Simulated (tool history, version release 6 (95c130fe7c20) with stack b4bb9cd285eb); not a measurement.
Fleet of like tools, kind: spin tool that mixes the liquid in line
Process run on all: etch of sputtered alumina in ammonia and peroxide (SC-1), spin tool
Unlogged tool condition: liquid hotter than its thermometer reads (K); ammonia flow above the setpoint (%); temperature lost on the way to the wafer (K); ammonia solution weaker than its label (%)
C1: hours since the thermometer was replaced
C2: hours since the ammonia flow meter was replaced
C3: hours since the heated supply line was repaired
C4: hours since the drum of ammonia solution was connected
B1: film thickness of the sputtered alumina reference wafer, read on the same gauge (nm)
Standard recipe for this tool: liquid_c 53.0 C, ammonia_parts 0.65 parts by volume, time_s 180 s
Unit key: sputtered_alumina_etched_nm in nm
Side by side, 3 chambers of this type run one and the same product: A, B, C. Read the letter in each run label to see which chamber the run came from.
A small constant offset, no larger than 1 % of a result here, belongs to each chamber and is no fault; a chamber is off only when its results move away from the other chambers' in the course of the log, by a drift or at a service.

{"run": "1A", "hour": 5.2, "liquid_c": 53.0, "ammonia_parts": 0.65, "time_s": 180, "C1": 907.1, "C2": 858.8, "C3": 376.0, "C4": 54.4, "B1": 89.999, "sputtered_alumina_etched_nm": 8.6372}
{"run": "2B", "hour": 15.1, "liquid_c": 53.0, "ammonia_parts": 0.65, "time_s": 180, "C1": 532.4, "C2": 197.5, "C3": 1250.7, "C4": 47.1, "B1": 89.987, "sputtered_alumina_etched_nm": 8.5853}
{"run": "3C", "hour": 21.3, "liquid_c": 53.0, "ammonia_parts": 0.65, "time_s": 180, "C1": 588.6, "C2": 282.2, "C3": 2545.3, "C4": 387.0, "B1": 90.004, "sputtered_alumina_etched_nm": 8.6679}
{"run": "4A", "hour": 31.7, "liquid_c": 53.0, "ammonia_parts": 0.65, "time_s": 180, "C1": 933.6, "C2": 885.3, "C3": 402.5, "C4": 80.9, "B1": 90.002, "sputtered_alumina_etched_nm": 8.5678}
{"run": "5C", "hour": 41.2, "liquid_c": 53.0, "ammonia_parts": 0.65, "time_s": 180, "C1": 608.5, "C2": 302.1, "C3": 2565.2, "C4": 406.9, "B1": 90.022, "sputtered_alumina_etched_nm": 8.6157}
{"run": "6B", "hour": 50.2, "liquid_c": 53.0, "ammonia_parts": 0.65, "time_s": 180, "C1": 567.5, "C2": 232.6, "C3": 1285.8, "C4": 82.2, "B1": 90.009, "sputtered_alumina_etched_nm": 8.5172}
{"run": "7B", "hour": 57.8, "liquid_c": 53.0, "ammonia_parts": 0.65, "time_s": 180, "C1": 575.1, "C2": 240.2, "C3": 1293.4, "C4": 89.8, "B1": 90.007, "sputtered_alumina_etched_nm": 8.5342}
{"run": "8C", "hour": 67.3, "liquid_c": 53.0, "ammonia_parts": 0.65, "time_s": 180, "C1": 634.6, "C2": 328.2, "C3": 2591.3, "C4": 433.0, "B1": 89.976, "sputtered_alumina_etched_nm": 8.6196}
{"run": "9A", "hour": 75.6, "liquid_c": 53.0, "ammonia_parts": 0.65, "time_s": 180, "C1": 977.5, "C2": 929.2, "C3": 446.4, "C4": 124.8, "B1": 90.019, "sputtered_alumina_etched_nm": 8.6358}
{"run": "10B", "hour": 85.4, "liquid_c": 53.0, "ammonia_parts": 0.65, "time_s": 180, "C1": 602.7, "C2": 267.8, "C3": 1321.0, "C4": 117.4, "B1": 90.022, "sputtered_alumina_etched_nm": 8.5549}
{"run": "11C", "hour": 94.9, "liquid_c": 53.0, "ammonia_parts": 0.65, "time_s": 180, "C1": 662.2, "C2": 355.8, "C3": 2618.9, "C4": 460.6, "B1": 89.972, "sputtered_alumina_etched_nm": 8.5938}
{"run": "12A", "hour": 101.5, "liquid_c": 53.0, "ammonia_parts": 0.65, "time_s": 180, "C1": 1003.4, "C2": 955.1, "C3": 472.3, "C4": 150.7, "B1": 89.98, "sputtered_alumina_etched_nm": 8.6555}
{"run": "13B", "hour": 110.6, "liquid_c": 53.0, "ammonia_parts": 0.65, "time_s": 180, "C1": 627.9, "C2": 293.0, "C3": 1346.2, "C4": 142.6, "B1": 89.99, "sputtered_alumina_etched_nm": 8.5895}
{"run": "14A", "hour": 117.0, "liquid_c": 53.0, "ammonia_parts": 0.65, "time_s": 180, "C1": 1018.9, "C2": 970.6, "C3": 487.8, "C4": 166.2, "B1": 89.986, "sputtered_alumina_etched_nm": 8.568}
{"run": "15C", "hour": 125.6, "liquid_c": 53.0, "ammonia_parts": 0.65, "time_s": 180, "C1": 692.9, "C2": 386.5, "C3": 2649.6, "C4": 491.3, "B1": 90.007, "sputtered_alumina_etched_nm": 8.5966}
{"run": "16C", "hour": 135.9, "liquid_c": 53.0, "ammonia_parts": 0.65, "time_s": 180, "C1": 703.2, "C2": 396.8, "C3": 2659.9, "C4": 501.6, "B1": 90.011, "sputtered_alumina_etched_nm": 8.6119}
{"hour": 140.7, "done": "chamber C: new drum of ammonia solution connected"}
{"run": "17B", "hour": 142.2, "liquid_c": 56.5, "ammonia_parts": 0.65, "time_s": 180, "C1": 659.5, "C2": 324.6, "C3": 1377.8, "C4": 174.2, "B1": 90.007, "sputtered_alumina_etched_nm": 10.274}
{"run": "18A", "hour": 150.8, "liquid_c": 56.5, "ammonia_parts": 0.65, "time_s": 180, "C1": 1052.7, "C2": 1004.4, "C3": 521.6, "C4": 200.0, "B1": 90.028, "sputtered_alumina_etched_nm": 10.393}
{"run": "19B", "hour": 160.4, "liquid_c": 56.5, "ammonia_parts": 0.65, "time_s": 180, "C1": 677.7, "C2": 342.8, "C3": 1396.0, "C4": 192.4, "B1": 89.983, "sputtered_alumina_etched_nm": 10.272}
{"run": "20C", "hour": 170.9, "liquid_c": 53.0, "ammonia_parts": 0.65, "time_s": 180, "C1": 738.2, "C2": 431.8, "C3": 2694.9, "C4": 30.2, "B1": 90.01, "sputtered_alumina_etched_nm": 8.6611}
{"run": "21A", "hour": 179.9, "liquid_c": 53.0, "ammonia_parts": 0.65, "time_s": 180, "C1": 1081.8, "C2": 1033.5, "C3": 550.7, "C4": 229.1, "B1": 89.965, "sputtered_alumina_etched_nm": 8.6342}
{"run": "22A", "hour": 188.7, "liquid_c": 53.0, "ammonia_parts": 0.65, "time_s": 180, "C1": 1090.6, "C2": 1042.3, "C3": 559.5, "C4": 237.9, "B1": 89.984, "sputtered_alumina_etched_nm": 8.5739}
{"run": "23B", "hour": 194.6, "liquid_c": 53.0, "ammonia_parts": 0.65, "time_s": 180, "C1": 711.9, "C2": 377.0, "C3": 1430.2, "C4": 226.6, "B1": 90.007, "sputtered_alumina_etched_nm": 8.4365}
{"run": "24C", "hour": 201.8, "liquid_c": 53.0, "ammonia_parts": 0.65, "time_s": 180, "C1": 769.1, "C2": 462.7, "C3": 2725.8, "C4": 61.1, "B1": 89.985, "sputtered_alumina_etched_nm": 8.6087}
{"run": "25B", "hour": 206.6, "liquid_c": 53.0, "ammonia_parts": 0.65, "time_s": 180, "C1": 723.9, "C2": 389.0, "C3": 1442.2, "C4": 238.6, "B1": 89.992, "sputtered_alumina_etched_nm": 8.4695}
{"run": "26A", "hour": 211.4, "liquid_c": 53.0, "ammonia_parts": 0.65, "time_s": 180, "C1": 1113.3, "C2": 1065.0, "C3": 582.2, "C4": 260.6, "B1": 89.981, "sputtered_alumina_etched_nm": 8.5877}
{"run": "27C", "hour": 219.9, "liquid_c": 53.0, "ammonia_parts": 0.65, "time_s": 180, "C1": 787.2, "C2": 480.8, "C3": 2743.9, "C4": 79.2, "B1": 89.989, "sputtered_alumina_etched_nm": 8.6206}
{"run": "28B", "hour": 225.0, "liquid_c": 53.0, "ammonia_parts": 0.65, "time_s": 180, "C1": 742.3, "C2": 407.4, "C3": 1460.6, "C4": 257.0, "B1": 90.001, "sputtered_alumina_etched_nm": 8.4948}
{"run": "29A", "hour": 229.8, "liquid_c": 53.0, "ammonia_parts": 0.65, "time_s": 180, "C1": 1131.7, "C2": 1083.4, "C3": 600.6, "C4": 279.0, "B1": 90.019, "sputtered_alumina_etched_nm": 8.6273}
{"run": "30C", "hour": 237.1, "liquid_c": 53.0, "ammonia_parts": 0.65, "time_s": 180, "C1": 804.4, "C2": 498.0, "C3": 2761.1, "C4": 96.4, "B1": 90.039, "sputtered_alumina_etched_nm": 8.6062}
{"run": "31A", "hour": 243.2, "liquid_c": 53.0, "ammonia_parts": 0.65, "time_s": 180, "C1": 1145.1, "C2": 1096.8, "C3": 614.0, "C4": 292.4, "B1": 90.021, "sputtered_alumina_etched_nm": 8.601}
{"run": "32C", "hour": 253.3, "liquid_c": 53.0, "ammonia_parts": 0.65, "time_s": 180, "C1": 820.6, "C2": 514.2, "C3": 2777.3, "C4": 112.6, "B1": 89.99, "sputtered_alumina_etched_nm": 8.6676}
{"run": "33B", "hour": 263.3, "liquid_c": 53.0, "ammonia_parts": 0.65, "time_s": 180, "C1": 780.6, "C2": 445.7, "C3": 1498.9, "C4": 295.3, "B1": 90.005, "sputtered_alumina_etched_nm": 8.3467}
{"run": "34A", "hour": 271.6, "liquid_c": 53.0, "ammonia_parts": 0.65, "time_s": 180, "C1": 1173.5, "C2": 1125.2, "C3": 642.4, "C4": 320.8, "B1": 90.014, "sputtered_alumina_etched_nm": 8.5988}

Decide between three cases: one chamber stands off from its peers, the gauge reading all wafers drifts, or nothing is wrong past each chamber's small offset. Where a chamber is off, say which and what most likely put it there.

Chamber B drifts away from the others.
Most likely cause: temperature lost on the way to the wafer (K) = 0.328.
It could be hard to tell apart here from: liquid colder than its thermometer reads (K).

Which of the 4 candidates below, each the usual settings with something changed and its results left as question marks, puts chamber B back in line with what the other chambers give on the usual settings?
In line means no further than this from the other chambers' mean on the usual settings: sputtered_alumina_etched_nm 0.0920 nm
{"run": "35B-1", "hour": 279.3, "liquid_c": 53.0, "ammonia_parts": 0.7, "time_s": 180, "sputtered_alumina_etched_nm": "?"}
{"run": "35B-2", "hour": 279.3, "liquid_c": 53.0, "ammonia_parts": 0.65, "time_s": 185, "sputtered_alumina_etched_nm": "?"}
{"run": "35B-3", "hour": 279.3, "liquid_c": 53.0, "ammonia_parts": 0.6, "time_s": 180, "sputtered_alumina_etched_nm": "?"}
{"run": "35B-4", "hour": 279.3, "liquid_c": 52.5, "ammonia_parts": 0.65, "time_s": 180, "sputtered_alumina_etched_nm": "?"}

Average result of the remaining chambers running the usual settings: sputtered_alumina_etched_nm 8.6156 nm
run=35B-1 sputtered_alumina_etched_nm=8.4438
run=35B-2 sputtered_alumina_etched_nm=8.6174
run=35B-3 sputtered_alumina_etched_nm=8.3209
run=35B-4 sputtered_alumina_etched_nm=8.1564
The answer is 35B-2, which returns the chamber to within the allowed miss of the others.

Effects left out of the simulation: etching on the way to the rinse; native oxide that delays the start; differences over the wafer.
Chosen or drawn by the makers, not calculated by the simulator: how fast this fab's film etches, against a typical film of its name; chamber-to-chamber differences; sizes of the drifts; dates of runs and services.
